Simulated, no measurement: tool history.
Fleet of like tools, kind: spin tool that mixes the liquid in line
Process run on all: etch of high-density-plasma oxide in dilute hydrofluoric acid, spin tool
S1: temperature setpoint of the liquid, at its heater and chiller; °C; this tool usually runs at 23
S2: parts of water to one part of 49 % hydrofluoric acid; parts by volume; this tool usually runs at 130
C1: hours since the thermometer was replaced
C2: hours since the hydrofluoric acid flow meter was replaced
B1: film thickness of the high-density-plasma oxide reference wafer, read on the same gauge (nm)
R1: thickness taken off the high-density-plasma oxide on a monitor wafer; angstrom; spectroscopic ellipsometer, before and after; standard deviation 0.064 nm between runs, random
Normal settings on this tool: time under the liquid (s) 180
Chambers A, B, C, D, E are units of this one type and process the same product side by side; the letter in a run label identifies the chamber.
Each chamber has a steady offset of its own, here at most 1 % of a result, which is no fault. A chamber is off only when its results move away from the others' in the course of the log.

Run 1B, hour 6.1: usual settings; C1 387.5; C2 206.5; B1 129.98. Result: R1 65.496 angstrom.
Run 2C, hour 10.9: usual settings; C1 1209.3; C2 667.7; B1 129.99. Result: R1 65.806 angstrom.
Run 3E, hour 14.4: usual settings; C1 523.5; C2 523.3; B1 129.98. Result: R1 65.275 angstrom.
Run 4A, hour 17.3: usual settings; C1 471.0; C2 435.4; B1 130.02. Result: R1 66.341 angstrom.
Run 5D, hour 22.7: usual settings but time under the liquid (s) 220; C1 1578.5; C2 541.7; B1 130.02. Result: R1 80.420 angstrom.
Run 6B, hour 27.4: usual settings but time under the liquid (s) 220; C1 408.8; C2 227.8; B1 129.97. Result: R1 79.562 angstrom.
Run 7D, hour 30.9: usual settings but time under the liquid (s) 220; C1 1586.7; C2 549.9; B1 130.02. Result: R1 79.140 angstrom.
Run 8A, hour 36.8: usual settings but time under the liquid (s) 220; C1 490.5; C2 454.9; B1 129.99. Result: R1 80.296 angstrom.
Run 9E, hour 42.6: usual settings but time under the liquid (s) 220; C1 551.7; C2 551.5; B1 130.00. Result: R1 79.444 angstrom.
Run 10C, hour 47.8: usual settings; C1 1246.2; C2 704.6; B1 129.98. Result: R1 65.486 angstrom.
Run 11D, hour 51.4: usual settings; C1 1607.2; C2 570.4; B1 129.97. Result: R1 65.347 angstrom.
Run 12B, hour 55.3: usual settings but S2 90 parts by volume, time under the liquid (s) 110; C1 436.7; C2 255.7; B1 129.99. Result: R1 61.316 angstrom.
Run 13E, hour 58.9: usual settings but S2 90 parts by volume, time under the liquid (s) 110; C1 568.0; C2 567.8; B1 130.00. Result: R1 59.778 angstrom.
Run 14C, hour 64.7: usual settings but S2 90 parts by volume, time under the liquid (s) 110; C1 1263.1; C2 721.5; B1 129.96. Result: R1 60.814 angstrom.
Run 15A, hour 70.5: usual settings but S2 90 parts by volume, time under the liquid (s) 110; C1 524.2; C2 488.6; B1 130.00. Result: R1 61.335 angstrom.
Run 16C, hour 76.3: usual settings but S2 90 parts by volume, time under the liquid (s) 110; C1 1274.7; C2 733.1; B1 130.01. Result: R1 60.559 angstrom.
Run 17A, hour 82.4: usual settings; C1 536.1; C2 500.5; B1 130.02. Result: R1 66.286 angstrom.
Run 18E, hour 87.7: usual settings; C1 596.8; C2 596.6; B1 130.03. Result: R1 64.884 angstrom.
Run 19B, hour 90.6: usual settings; C1 472.0; C2 291.0; B1 130.02. Result: R1 65.839 angstrom.
Run 20D, hour 94.4: usual settings; C1 1650.2; C2 613.4; B1 130.00. Result: R1 64.895 angstrom.
Run 21B, hour 97.4: usual settings; C1 478.8; C2 297.8; B1 129.98. Result: R1 65.740 angstrom.
Run 22A, hour 100.7: usual settings; C1 554.4; C2 518.8; B1 129.98. Result: R1 66.225 angstrom.
Run 23D, hour 103.9: usual settings; C1 1659.7; C2 622.9; B1 130.01. Result: R1 65.197 angstrom.
Run 24C, hour 107.8: usual settings; C1 1306.2; C2 764.6; B1 130.02. Result: R1 65.373 angstrom.
Run 25E, hour 112.8: usual settings; C1 621.9; C2 621.7; B1 130.00. Result: R1 65.190 angstrom.
At hour 113.1: chamber A: thermometer replaced.
Run 26D, hour 116.9: usual settings; C1 1672.7; C2 635.9; B1 129.98. Result: R1 66.014 angstrom.
Run 27A, hour 120.4: usual settings but S1 26 °C, S2 105 parts by volume; C1 7.4; C2 538.5; B1 130.00. Result: R1 94.659 angstrom.
Run 28E, hour 126.2: usual settings but S1 26 °C, S2 105 parts by volume; C1 635.3; C2 635.1; B1 130.01. Result: R1 92.344 angstrom.
Run 29B, hour 132.2: usual settings but S1 26 °C, S2 105 parts by volume; C1 513.6; C2 332.6; B1 129.99. Result: R1 94.713 angstrom.
Run 30C, hour 136.2: usual settings but S1 26 °C, S2 105 parts by volume; C1 1334.6; C2 793.0; B1 129.98. Result: R1 94.722 angstrom.
Run 31D, hour 140.7: usual settings but S1 26 °C, S2 105 parts by volume; C1 1696.5; C2 659.7; B1 129.99. Result: R1 94.394 angstrom.
Run 32C, hour 146.4: usual settings; C1 1344.8; C2 803.2; B1 129.99. Result: R1 65.584 angstrom.
Run 33A, hour 149.7: usual settings but S2 80 parts by volume; C1 36.7; C2 567.8; B1 129.99. Result: R1 111.870 angstrom.
Run 34B, hour 154.9: usual settings but S2 80 parts by volume; C1 536.3; C2 355.3; B1 129.99. Result: R1 111.290 angstrom.

What goes on in this fleet: one chamber off, a drifting gauge, or nothing beyond the chambers' own small offsets? Name the chamber and the cause, if any.

All chambers stay in line apart from their small fixed offsets, and the gauge does not drift.
